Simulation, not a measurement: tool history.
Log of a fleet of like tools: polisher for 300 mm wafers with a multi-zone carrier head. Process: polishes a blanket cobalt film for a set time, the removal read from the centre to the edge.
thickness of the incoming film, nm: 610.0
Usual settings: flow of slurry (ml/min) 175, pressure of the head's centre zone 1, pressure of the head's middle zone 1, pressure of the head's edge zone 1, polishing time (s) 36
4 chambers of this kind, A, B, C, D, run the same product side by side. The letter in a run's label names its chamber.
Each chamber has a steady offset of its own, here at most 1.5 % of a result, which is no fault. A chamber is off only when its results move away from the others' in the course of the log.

run   hour  flow of slurry (ml/min)  pressure of the head's centre zone  pressure of the head's middle zone  pressure of the head's edge zone  polishing time (s)  wafers polished on this pad  hours since the slurry nozzle was cleaned  hours since the centre zone pressure was calibrated  hours since the edge zone pressure was calibrated  film removed at the wafer's centre (nm)  film removed at mid-radius (nm)  film removed at the wafer's edge (nm)
 1D    5.7                      175                                   1                                   1                                 1                  36                          606                                       89.7                                                  6.8                                               65.1                                   244.69                           238.12                                 245.28
 2A    9.4                      175                                   1                                   1                                 1                  36                          622                                      346.7                                                237.6                                             1172.2                                   245.08                           249.86                                 240.42
      13.2  -- chamber D: worn pad replaced by a new one
 3C   13.6                      175                                   1                                   1                                 1                  36                          568                                      339.2                                                829.6                                              353.1                                   245.04                           244.58                                 243.47
 4B   17.3                      175                                   1                                   1                                 1                  36                          221                                      239.7                                                952.5                                                791                                   238.64                           241.04                                 246.36
 5C   22.2                      175                                   1                                   1                                 1                  36                          645                                      347.8                                                838.2                                              361.7                                   245.78                            247.5                                  245.8
 6D   25.7                      175                                   1                                   1                                 1                  36                          112                                      109.7                                                 26.8                                               85.1                                   241.94                           242.52                                 235.32
 7B     31                      175                                   1                                   1                                 1                  36                          343                                      253.4                                                966.2                                              804.7                                   244.15                           240.77                                 239.31
 8A   37.5                      175                                   1                                   1                                 1                  36                          873                                      374.8                                                265.7                                             1200.3                                   243.27                           244.68                                 240.13
 9B   43.5                      175                                   1                                   1                                 1                  36                          455                                      265.9                                                978.7                                              817.2                                   243.47                           243.03                                  246.8
10D   47.2                      175                                   1                                   1                                 1                  36                          304                                      131.2                                                 48.3                                              106.6                                   244.82                            242.1                                 245.04
11A   50.9                      175                                   1                                   1                                 1                  36                          993                                      388.2                                                279.1                                             1213.7                                   243.26                           247.11                                 240.36
12C   54.4                      175                                   1                                   1                                 1                  36                          933                                        380                                                870.4                                              393.9                                   244.59                           247.41                                  242.2
      54.5  -- chamber C: edge zone pressure recalibrated
13C   59.4                      175                                   1                                   1                                 1                  36                          977                                        385                                                875.4                                                  5                                   243.51                           243.72                                 246.57
14A   64.4                      220                                   1                                   1                              0.96                  36                         1114                                      401.7                                                292.6                                             1227.2                                   253.08                           255.76                                 243.81
      68.4  -- chamber B: centre zone pressure recalibrated
15B   69.1                      220                                   1                                   1                              0.96                  36                          684                                      291.5                                                  0.7                                              842.8                                   240.66                           247.34                                 253.43
16D   72.4                      220                                   1                                   1                              0.96                  36                          529                                      156.4                                                 73.5                                              131.8                                   252.99                           254.43                                 243.48
      74.7  -- chamber A: worn pad replaced by a new one
      77.6  -- chamber D: worn pad replaced by a new one
17D   78.2                      220                                   1                                   1                              0.96                  36                            5                                      162.2                                                 79.3                                              137.6                                   253.81                           254.98                                 245.25
18B   84.7                      175                                   1                                   1                                 1                  36                          823                                      307.1                                                 16.3                                              858.4                                   229.28                           238.12                                 233.69
19C     88                      175                                0.91                                1.07                                 1                  36                         1233                                      413.6                                                  904                                               33.6                                   224.01                           256.69                                 243.29
20A   91.6                      175                                0.91                                1.07                                 1                  36                          151                                      428.9                                                319.8                                             1254.4                                   218.94                           262.95                                 244.92
      97.5  -- chamber C: worn pad replaced by a new one
21A   97.5                      175                                0.91                                1.07                                 1                  36                          204                                      434.8                                                325.7                                             1260.3                                   220.29                           260.44                                 237.05
22D    102                      175                                0.91                                1.07                                 1                  36                          218                                        186                                                103.1                                              161.4                                   218.97                           260.39                                 252.36
     102.1  -- chamber B: worn pad replaced by a new one
23C  107.7                      175                                   1                                   1                                 1                  36                           91                                      433.3                                                923.7                                               53.3                                   246.86                            242.5                                 246.57
24B  112.2                      175                                   1                                   1                                 1                  36                           90                                      334.6                                                 43.8                                              885.9                                   234.89                           241.04                                 242.49
25A  118.1                      175                                   1                                   1                                 1                  36                          388                                      455.4                                                346.3                                             1280.9                                   238.59                           244.17                                 239.94
26C    122                      175                                   1                                   1                                 1                  36                          219                                      447.6                                                  938                                               67.6                                   243.39                            244.9                                  244.4
27B  126.6                      175                                   1                                   1                                 1                  36                          219                                        349                                                 58.2                                              900.3                                   229.69                           240.52                                 239.06
28D  132.4                      175                                   1                                   1                                 1                  36                          490                                      216.4                                                133.5                                              191.8                                   242.64                           240.79                                 242.57
29C  136.2                      175                                   1                                   1                                 1                  36                          346                                      461.8                                                952.2                                               81.8                                   244.97                           244.77                                  238.4
30B  143.4                      175                                   1                                   1                                 1                  36                          369                                      365.8                                                   75                                              917.1                                   235.62                           247.16                                 244.21
     148.3  -- chamber D: worn pad replaced by a new one
31A  149.1                      175                                   1                                   1                                 1                  36                          665                                      486.4                                                377.3                                             1311.9                                   242.94                           245.94                                  242.1
32D  156.3                      175                                   1                                   1                                 1                  46                           72                                      240.3                                                157.4                                              215.7                                   314.39                           311.48                                 309.25
33A  163.7                      175                                   1                                   1                                 1                  46                          796                                        501                                                391.9                                             1326.5                                   310.08                           313.61                                 307.57
34C    167                      175                                   1                                   1                                 1                  46                          621                                      492.6                                                  983                                              112.6                                   316.19                           306.79                                 317.98
     169.2  -- chamber B: slurry nozzle cleaned
35B    171                      175                                   1                                   1                                 1                  46                          616                                        1.8                                                102.6                                              944.7                                   299.21                           308.97                                 312.26
36D  177.6                      175                                   1                                   1                                 1                  43                          262                                      261.6                                                178.7                                                237                                   289.08                            292.6                                 285.74
37C    184                      175                                   1                                   1                                 1                  43                          773                                      509.6                                                 1000                                              129.6                                   292.84                           286.77                                 294.44
     188.5  -- chamber A: slurry nozzle cleaned
38A    189                      175                                   1                                   1                                 1                  43                         1022                                        0.6                                                417.2                                             1351.8                                   289.57                            291.3                                 293.96
39D  195.3                      175                                   1                                   1                                 1                  43                          420                                      279.3                                                196.4                                              254.7                                   291.88                           285.31                                 284.25
40B  199.7                      175                                   1                                   1                                 1                  36                          872                                       30.5                                                131.3                                              973.4                                   234.07                           240.16                                 246.98
41C  205.5                      175                                   1                                   1                                 1                  36                          966                                      531.1                                               1021.5                                              151.1                                   242.75                           246.88                                 242.31
42D  209.6                      175                                   1                                   1                                 1                  36                          548                                      293.6                                                210.7                                                269                                   243.94                            244.6                                 244.44
43A  213.5                      175                                   1                                   1                                 1                  36                         1241                                       25.1                                                441.7                                             1376.3                                   242.51                           247.91                                 237.41

Next, every chamber runs the same settings. What will each give?
44A  218.8                      175                                   1                                   1                                 1                  36                                                                                                                                                                                                                        ?                                ?                                      ?
44B  218.8                      175                                   1                                   1                                 1                  36                                                                                                                                                                                                                        ?                                ?                                      ?
44C  218.8                      175                                   1                                   1                                 1                  36                                                                                                                                                                                                                        ?                                ?                                      ?
44D  218.8                      175                                   1                                   1                                 1                  36                                                                                                                                                                                                                        ?                                ?                                      ?

run  film removed at the wafer's centre (nm)  film removed at mid-radius (nm)  film removed at the wafer's edge (nm)
44A                                   240.03                           242.38                                 236.41
44B                                   234.36                           249.23                                 245.19
44C                                   248.27                            245.5                                  244.1
44D                                   243.84                           242.62                                 239.38

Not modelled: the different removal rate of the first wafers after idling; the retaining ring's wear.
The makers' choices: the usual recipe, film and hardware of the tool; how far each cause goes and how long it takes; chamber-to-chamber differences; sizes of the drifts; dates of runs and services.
